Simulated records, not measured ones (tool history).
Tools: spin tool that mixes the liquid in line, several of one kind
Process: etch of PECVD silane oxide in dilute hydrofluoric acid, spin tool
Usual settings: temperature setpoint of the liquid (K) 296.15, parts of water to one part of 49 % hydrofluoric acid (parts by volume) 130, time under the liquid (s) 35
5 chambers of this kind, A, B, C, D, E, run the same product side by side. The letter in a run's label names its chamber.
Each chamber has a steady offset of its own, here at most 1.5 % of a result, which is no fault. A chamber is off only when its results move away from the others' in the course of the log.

| run | hour | temperature setpoint of the liquid (K) | parts of water to one part of 49 % hydrofluoric acid (parts by volume) | time under the liquid (s) | hours since the thermometer was replaced | hours since the hydrofluoric acid flow meter was replaced | read-back film thickness of the PECVD silane oxide reference wafer, read on the same gauge (nm) | thickness taken off the PECVD silane oxide on a monitor wafer (nm) |
|---|---|---|---|---|---|---|---|---|
| 1A | 2.6 | 296.15 | 130 | 35 | 702.2 | 463.7 | 150 | 12.594 |
|  | 3.8 | chamber B: thermometer replaced |
| 2D | 8.1 | 296.15 | 130 | 35 | 99.5 | 389.6 | 149.99 | 12.37 |
| 3C | 13.3 | 296.15 | 130 | 35 | 1201.6 | 422.1 | 149.98 | 12.216 |
| 4B | 19.2 | 296.15 | 130 | 35 | 15.4 | 716.5 | 149.98 | 12.442 |
| 5E | 23.5 | 296.15 | 130 | 35 | 2025.3 | 546.6 | 150.04 | 12.492 |
| 6E | 27.6 | 296.15 | 130 | 35 | 2029.4 | 550.7 | 149.92 | 12.583 |
| 7B | 30.8 | 291.65 | 130 | 35 | 27 | 728.1 | 149.99 | 10.467 |
| 8A | 36.2 | 291.65 | 130 | 35 | 735.8 | 497.3 | 150.02 | 10.336 |
| 9C | 41.1 | 291.65 | 130 | 35 | 1229.4 | 449.9 | 149.97 | 10.466 |
| 10D | 44.8 | 291.65 | 130 | 35 | 136.2 | 426.3 | 150.04 | 10.222 |
| 11B | 48.5 | 291.65 | 130 | 35 | 44.7 | 745.8 | 150.01 | 10.36 |
| 12D | 51.1 | 296.15 | 130 | 35 | 142.5 | 432.6 | 150.04 | 12.306 |
| 13A | 54 | 296.15 | 130 | 35 | 753.6 | 515.1 | 150.01 | 12.649 |
| 14E | 59.5 | 296.15 | 130 | 35 | 2061.3 | 582.6 | 149.99 | 12.514 |
| 15C | 64.1 | 296.15 | 130 | 35 | 1252.4 | 472.9 | 150.02 | 12.691 |
| 16C | 67.4 | 296.15 | 130 | 35 | 1255.7 | 476.2 | 150.01 | 13.041 |
| 17B | 72.1 | 296.15 | 130 | 35 | 68.3 | 769.4 | 149.97 | 12.389 |
| 18D | 76.6 | 296.15 | 130 | 35 | 168 | 458.1 | 150.01 | 12.394 |
| 19E | 79.3 | 296.15 | 170 | 25 | 2081.1 | 602.4 | 150.02 | 6.5426 |
| 20A | 83.4 | 296.15 | 170 | 25 | 783 | 544.5 | 150 | 6.6166 |
| 21D | 87.8 | 296.15 | 170 | 25 | 179.2 | 469.3 | 150.06 | 6.4623 |
| 22E | 91.2 | 296.15 | 170 | 25 | 2093 | 614.3 | 149.95 | 6.6586 |
| 23C | 95.1 | 296.15 | 170 | 25 | 1283.4 | 503.9 | 149.97 | 6.9575 |
| 24B | 100 | 296.15 | 130 | 35 | 96.2 | 797.3 | 150 | 12.593 |
| 25A | 105.5 | 293.15 | 155 | 35 | 805.1 | 566.6 | 150 | 9.1183 |
| 26A | 108.7 | 293.15 | 155 | 35 | 808.3 | 569.8 | 149.97 | 9.1125 |
| 27D | 113.2 | 293.15 | 155 | 35 | 204.6 | 494.7 | 149.98 | 9.0041 |
| 28E | 116.9 | 293.15 | 155 | 35 | 2118.7 | 640 | 150.01 | 9.067 |
| 29C | 121.7 | 293.15 | 155 | 35 | 1310 | 530.5 | 150.01 | 9.7451 |
| 30B | 126.6 | 296.15 | 130 | 35 | 122.8 | 823.9 | 149.99 | 12.461 |
| 31B | 131.2 | 296.15 | 130 | 35 | 127.4 | 828.5 | 150.05 | 12.719 |
|  | 135.4 | chamber E: thermometer replaced |
| 32E | 136.1 | 296.15 | 130 | 35 | 0.7 | 659.2 | 149.96 | 12.574 |

Next, every chamber runs the same settings. What will each give?
| 33A | 140.3 | 292.65 | 130 | 35 |  |  |  | ? |
| 33B | 140.3 | 292.65 | 130 | 35 |  |  |  | ? |
| 33C | 140.3 | 292.65 | 130 | 35 |  |  |  | ? |
| 33D | 140.3 | 292.65 | 130 | 35 |  |  |  | ? |
| 33E | 140.3 | 292.65 | 130 | 35 |  |  |  | ? |

| run | thickness taken off the PECVD silane oxide on a monitor wafer (nm) |
|---|---|
| 33A | 10.818 |
| 33B | 10.981 |
| 33C | 11.959 |
| 33D | 10.754 |
| 33E | 10.846 |
